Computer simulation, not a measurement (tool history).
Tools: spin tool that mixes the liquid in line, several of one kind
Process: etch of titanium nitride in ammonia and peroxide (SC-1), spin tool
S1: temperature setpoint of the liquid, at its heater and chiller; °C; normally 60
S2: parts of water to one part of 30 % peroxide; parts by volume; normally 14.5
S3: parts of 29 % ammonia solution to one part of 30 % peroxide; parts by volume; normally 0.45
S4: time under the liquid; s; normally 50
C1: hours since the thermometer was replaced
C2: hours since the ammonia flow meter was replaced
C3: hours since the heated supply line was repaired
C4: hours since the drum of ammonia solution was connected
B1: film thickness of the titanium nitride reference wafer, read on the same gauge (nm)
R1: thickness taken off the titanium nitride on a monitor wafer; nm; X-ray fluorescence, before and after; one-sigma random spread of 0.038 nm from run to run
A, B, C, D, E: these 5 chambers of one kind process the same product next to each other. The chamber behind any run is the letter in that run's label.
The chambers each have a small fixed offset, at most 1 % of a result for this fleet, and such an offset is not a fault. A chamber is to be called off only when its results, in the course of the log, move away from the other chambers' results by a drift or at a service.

run,hour,S1,S2,S3,S4,C1,C2,C3,C4,B1,R1
1E,9.3,60,14.5,0.45,50,217.4,567.1,56.2,318.7,49.993,4.4957
2C,16.4,60,14.5,0.45,50,110.4,548.6,325,100.5,50.015,4.5062
3A,26,60,14.5,0.45,50,754.4,1154.8,689.2,265.6,49.976,4.5165
4B,32,60,14.5,0.45,50,364.7,816.8,132.3,378.7,49.986,4.4438
5D,36.3,60,14.5,0.45,50,1074.2,744.9,1144.7,483,49.977,4.3607
6E,43.7,60,14.5,0.45,50,251.8,601.5,90.6,353.1,50.003,4.4684
7A,50.3,60,14.5,0.45,50,778.7,1179.1,713.5,289.9,49.978,4.5018
8B,56.2,60,14.5,0.45,50,388.9,841,156.5,402.9,49.994,4.4381
9C,65,60,14.5,0.45,50,159,597.2,373.6,149.1,49.981,4.5711
10D,70.4,60,14.5,0.45,50,1108.3,779,1178.8,517.1,49.988,4.3435
11E,74.7,63.5,14.5,0.45,50,282.8,632.5,121.6,384.1,50.005,5.6383
12D,81.7,63.5,14.5,0.45,50,1119.6,790.3,1190.1,528.4,49.998,5.4132
# hour 89.3: chamber A: ammonia flow meter replaced
13B,89.7,63.5,14.5,0.45,50,422.4,874.5,190,436.4,50.01,5.6561
14A,94,63.5,14.5,0.45,50,822.4,4.7,757.2,333.6,50.026,5.5481
15C,99.5,63.5,14.5,0.45,50,193.5,631.7,408.1,183.6,49.988,5.5999
16A,104.4,60,14.5,0.45,50,832.8,15.1,767.6,344,49.992,4.5135
17E,113.2,60,14.5,0.45,50,321.3,671,160.1,422.6,50.021,4.5599
18B,121.3,60,18,0.3,50,454,906.1,221.6,468,50.012,3.7025
19D,126.7,60,18,0.3,50,1164.6,835.3,1235.1,573.4,50.009,3.5056
# hour 128.8: chamber D: ammonia flow meter replaced
20C,136.1,60,18,0.3,50,230.1,668.3,444.7,220.2,49.992,3.6548
21E,142.8,60,18,0.3,50,350.9,700.6,189.7,452.2,50,3.7222
22C,149.2,60,18,0.3,50,243.2,681.4,457.8,233.3,49.992,3.6688
23B,153.7,60,14.5,0.45,50,486.4,938.5,254,500.4,50.001,4.495
24A,161.6,60,14.5,0.45,50,890,72.3,824.8,401.2,49.978,4.5088
# hour 163.6: chamber E: new drum of ammonia solution connected
25D,168.2,60,14.5,0.45,50,1206.1,39.5,1276.6,614.9,50.011,4.1862
26C,177.5,60,14.5,0.45,50,271.5,709.7,486.1,261.6,50.016,4.5062
27A,187.1,60,14.5,0.45,50,915.5,97.8,850.3,426.7,49.989,4.4736
28E,191.3,60,14.5,0.45,50,399.4,749.1,238.2,27.7,50.003,4.572
29B,199,60,14.5,0.45,50,531.7,983.8,299.3,545.7,49.986,4.5223
30D,207.6,60,14.5,0.45,50,1245.5,78.9,1316,654.3,49.993,4.1458
31B,212.4,60,14.5,0.45,50,545.1,997.2,312.7,559.1,50.006,4.4588
32C,217.1,54,14.5,0.45,30,311.1,749.3,525.7,301.2,50.007,1.8298
# hour 219.1: chamber A: thermometer replaced
33A,221.9,54,14.5,0.45,30,2.9,132.6,885.1,461.5,49.993,1.8085
34D,227.9,54,14.5,0.45,30,1265.8,99.2,1336.3,674.6,49.999,1.6458

For the next run the whole fleet of 5 chambers uses the same settings. Give each chamber's results:
35A,234.8,65,14.5,0.45,50,,,,,,?
35B,234.8,65,14.5,0.45,50,,,,,,?
35C,234.8,65,14.5,0.45,50,,,,,,?
35D,234.8,65,14.5,0.45,50,,,,,,?
35E,234.8,65,14.5,0.45,50,,,,,,?

run,R1
35A,6.3208
35B,6.2737
35C,6.1718
35D,5.707
35E,6.2216

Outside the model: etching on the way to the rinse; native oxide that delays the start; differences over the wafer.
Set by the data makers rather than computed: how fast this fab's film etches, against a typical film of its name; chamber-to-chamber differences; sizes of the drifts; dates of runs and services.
